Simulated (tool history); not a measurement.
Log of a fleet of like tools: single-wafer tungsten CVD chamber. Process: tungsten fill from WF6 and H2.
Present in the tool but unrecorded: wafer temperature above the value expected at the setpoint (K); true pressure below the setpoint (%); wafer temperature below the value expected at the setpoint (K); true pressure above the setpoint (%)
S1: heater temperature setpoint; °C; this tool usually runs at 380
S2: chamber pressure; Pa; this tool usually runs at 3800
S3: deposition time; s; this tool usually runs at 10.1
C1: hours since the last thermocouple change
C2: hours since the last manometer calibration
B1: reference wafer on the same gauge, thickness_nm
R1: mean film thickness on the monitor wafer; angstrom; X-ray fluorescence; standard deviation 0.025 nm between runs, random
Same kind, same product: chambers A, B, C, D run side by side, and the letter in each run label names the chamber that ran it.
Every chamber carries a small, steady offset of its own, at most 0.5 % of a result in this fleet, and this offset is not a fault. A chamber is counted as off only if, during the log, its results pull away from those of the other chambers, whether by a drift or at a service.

run,hour,S1,S2,S3,C1,C2,B1,R1
1A,7.7,380,3800,10.1,580.7,831.5,20.204,194.25
2D,13.2,380,3800,10.1,2007.0,488.5,20.200,192.69
3C,18.3,380,3800,10.1,2011.9,685.3,20.207,193.57
4B,24.2,380,3800,10.1,898.2,1181.9,20.210,192.25
5D,30.4,380,3800,10.1,2024.2,505.7,20.210,193.02
6C,39.1,380,3800,10.1,2032.7,706.1,20.216,193.85
7B,44.5,380,3800,10.1,918.5,1202.2,20.221,192.78
8A,50.5,380,3800,10.1,623.5,874.3,20.228,194.34
9B,57.0,380,3800,10.1,931.0,1214.7,20.235,192.97
10A,62.9,380,3800,10.1,635.9,886.7,20.224,194.72
11D,70.9,380,3800,10.1,2064.7,546.2,20.230,193.44
12C,77.2,380,3800,10.1,2070.8,744.2,20.235,193.81
13C,85.2,380,3800,10.1,2078.8,752.2,20.246,193.94
14A,92.4,380,3800,10.1,665.4,916.2,20.248,195.06
# hour 94.2: chamber C: thermocouple changed; heater temperature recalibrated
15B,98.5,380,3800,10.1,972.5,1256.2,20.254,193.56
16D,104.8,390,3800,10.1,2098.6,580.1,20.252,235.47
17B,113.3,390,3800,10.1,987.3,1271.0,20.258,236.25
18A,120.0,390,3800,10.1,693.0,943.8,20.250,237.21
19D,126.3,390,3800,10.1,2120.1,601.6,20.257,236.09
20C,130.3,380,3800,10.1,36.2,797.3,20.259,194.07
21B,134.9,380,3800,10.1,1008.9,1292.6,20.263,193.13
22C,138.8,380,3800,10.1,44.7,805.8,20.268,194.12
# hour 139.7: chamber D: thermocouple changed; heater temperature recalibrated
23A,147.1,380,4293,12.1,720.1,970.9,20.263,247.72
24D,151.9,380,4293,12.1,12.2,627.2,20.270,246.23
25A,159.2,380,4293,12.1,732.2,983.0,20.268,247.84
26C,168.0,380,4293,12.1,73.9,835.0,20.273,246.06
27B,173.1,380,3800,10.1,1047.1,1330.8,20.276,193.42
28D,176.9,380,3800,10.1,37.2,652.2,20.281,193.96
29B,183.9,380,3800,10.1,1057.9,1341.6,20.289,193.56
30A,189.6,380,3800,10.1,762.6,1013.4,20.287,195.18
31C,198.1,380,3800,10.1,104.0,865.1,20.291,193.98
32D,202.0,389,4333,10.1,62.3,677.3,20.290,246.04
33B,208.2,389,4333,10.1,1082.2,1365.9,20.297,245.97
34A,217.0,389,4333,10.1,790.0,1040.8,20.300,248.22
35D,224.8,389,4333,10.1,85.1,700.1,20.304,245.93

Does one chamber stand apart from the rest, does the shared gauge drift, or is all well apart from small per-chamber offsets? Give the chamber and the most likely cause, where there is one.

The shared gauge is drifting. All chambers look as if they move in step, but none is off.
What lies behind it: gauge reads high (%) = 0.528.

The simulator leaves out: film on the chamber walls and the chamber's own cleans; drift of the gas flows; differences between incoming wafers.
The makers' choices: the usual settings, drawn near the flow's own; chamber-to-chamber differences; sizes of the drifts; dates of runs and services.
